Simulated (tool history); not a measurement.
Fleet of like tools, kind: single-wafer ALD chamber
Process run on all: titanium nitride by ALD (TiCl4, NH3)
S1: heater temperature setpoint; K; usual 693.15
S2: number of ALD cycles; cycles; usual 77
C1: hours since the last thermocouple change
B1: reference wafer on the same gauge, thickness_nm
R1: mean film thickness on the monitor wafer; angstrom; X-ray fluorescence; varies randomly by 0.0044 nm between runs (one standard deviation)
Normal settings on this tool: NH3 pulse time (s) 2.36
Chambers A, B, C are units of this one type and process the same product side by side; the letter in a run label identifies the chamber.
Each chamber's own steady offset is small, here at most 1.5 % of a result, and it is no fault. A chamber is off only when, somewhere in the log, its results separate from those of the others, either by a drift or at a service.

Run 1A, hour 6.8: usual settings; C1 1397.3; B1 1.5902. Result: R1 17.012 angstrom.
Run 2B, hour 16.3: usual settings; C1 1040.9; B1 1.5901. Result: R1 17.127 angstrom.
Run 3C, hour 21.9: usual settings; C1 297.4; B1 1.5906. Result: R1 17.380 angstrom.
Run 4C, hour 31.9: usual settings; C1 307.4; B1 1.5891. Result: R1 17.432 angstrom.
Run 5A, hour 37.5: usual settings; C1 1428.0; B1 1.5898. Result: R1 16.909 angstrom.
Run 6B, hour 44.3: usual settings; C1 1068.9; B1 1.5907. Result: R1 17.165 angstrom.
Run 7B, hour 51.9: usual settings; C1 1076.5; B1 1.5903. Result: R1 17.159 angstrom.
Run 8A, hour 59.4: usual settings; C1 1449.9; B1 1.5907. Result: R1 16.914 angstrom.
Run 9C, hour 69.2: usual settings; C1 344.7; B1 1.5893. Result: R1 17.334 angstrom.
Run 10B, hour 74.4: usual settings; C1 1099.0; B1 1.5900. Result: R1 17.179 angstrom.
Run 11C, hour 80.1: usual settings; C1 355.6; B1 1.5899. Result: R1 17.313 angstrom.
Run 12A, hour 90.4: usual settings; C1 1480.9; B1 1.5901. Result: R1 16.937 angstrom.
Run 13A, hour 98.1: usual settings; C1 1488.6; B1 1.5906. Result: R1 16.994 angstrom.
Run 14C, hour 106.8: usual settings; C1 382.3; B1 1.5909. Result: R1 17.407 angstrom.
Run 15B, hour 117.2: usual settings; C1 1141.8; B1 1.5888. Result: R1 17.154 angstrom.
Run 16C, hour 127.1: usual settings; C1 402.6; B1 1.5908. Result: R1 17.435 angstrom.
Run 17B, hour 133.3: usual settings; C1 1157.9; B1 1.5897. Result: R1 17.127 angstrom.
Run 18A, hour 141.6: usual settings; C1 1532.1; B1 1.5902. Result: R1 16.975 angstrom.
Run 19A, hour 148.9: usual settings but S2 67 cycles; C1 1539.4; B1 1.5897. Result: R1 14.722 angstrom.
Run 20B, hour 154.8: usual settings but S2 67 cycles; C1 1179.4; B1 1.5904. Result: R1 14.898 angstrom.
Run 21C, hour 162.5: usual settings but S2 67 cycles; C1 438.0; B1 1.5902. Result: R1 15.165 angstrom.
Run 22B, hour 168.0: usual settings; C1 1192.6; B1 1.5905. Result: R1 17.171 angstrom.
Run 23A, hour 174.5: usual settings but NH3 pulse time (s) 1.61; C1 1565.0; B1 1.5899. Result: R1 16.742 angstrom.
Run 24C, hour 179.8: usual settings but NH3 pulse time (s) 1.61; C1 455.3; B1 1.5886. Result: R1 17.202 angstrom.
Run 25B, hour 184.7: usual settings but NH3 pulse time (s) 1.61; C1 1209.3; B1 1.5905. Result: R1 16.925 angstrom.
Run 26C, hour 194.6: usual settings; C1 470.1; B1 1.5889. Result: R1 17.342 angstrom.
Run 27A, hour 202.6: usual settings; C1 1593.1; B1 1.5896. Result: R1 16.959 angstrom.
Run 28B, hour 212.2: usual settings; C1 1236.8; B1 1.5906. Result: R1 17.099 angstrom.
Run 29C, hour 218.4: usual settings; C1 493.9; B1 1.5899. Result: R1 17.367 angstrom.
Run 30A, hour 228.2: usual settings; C1 1618.7; B1 1.5892. Result: R1 16.990 angstrom.
Run 31C, hour 236.1: usual settings; C1 511.6; B1 1.5893. Result: R1 17.427 angstrom.
Run 32A, hour 242.3: usual settings; C1 1632.8; B1 1.5893. Result: R1 16.925 angstrom.
Run 33B, hour 247.5: usual settings but S1 704.15 K, NH3 pulse time (s) 2.84; C1 1272.1; B1 1.5904. Result: R1 17.317 angstrom.
Run 34C, hour 253.8: usual settings but S1 704.15 K, NH3 pulse time (s) 2.84; C1 529.3; B1 1.5887. Result: R1 17.431 angstrom.

Is one chamber off against the others, does the gauge drift, or is nothing wrong? If a chamber is off, say which, and what the likeliest cause is.

Nothing is wrong: each chamber keeps only its own small, steady offset and the gauge holds still.
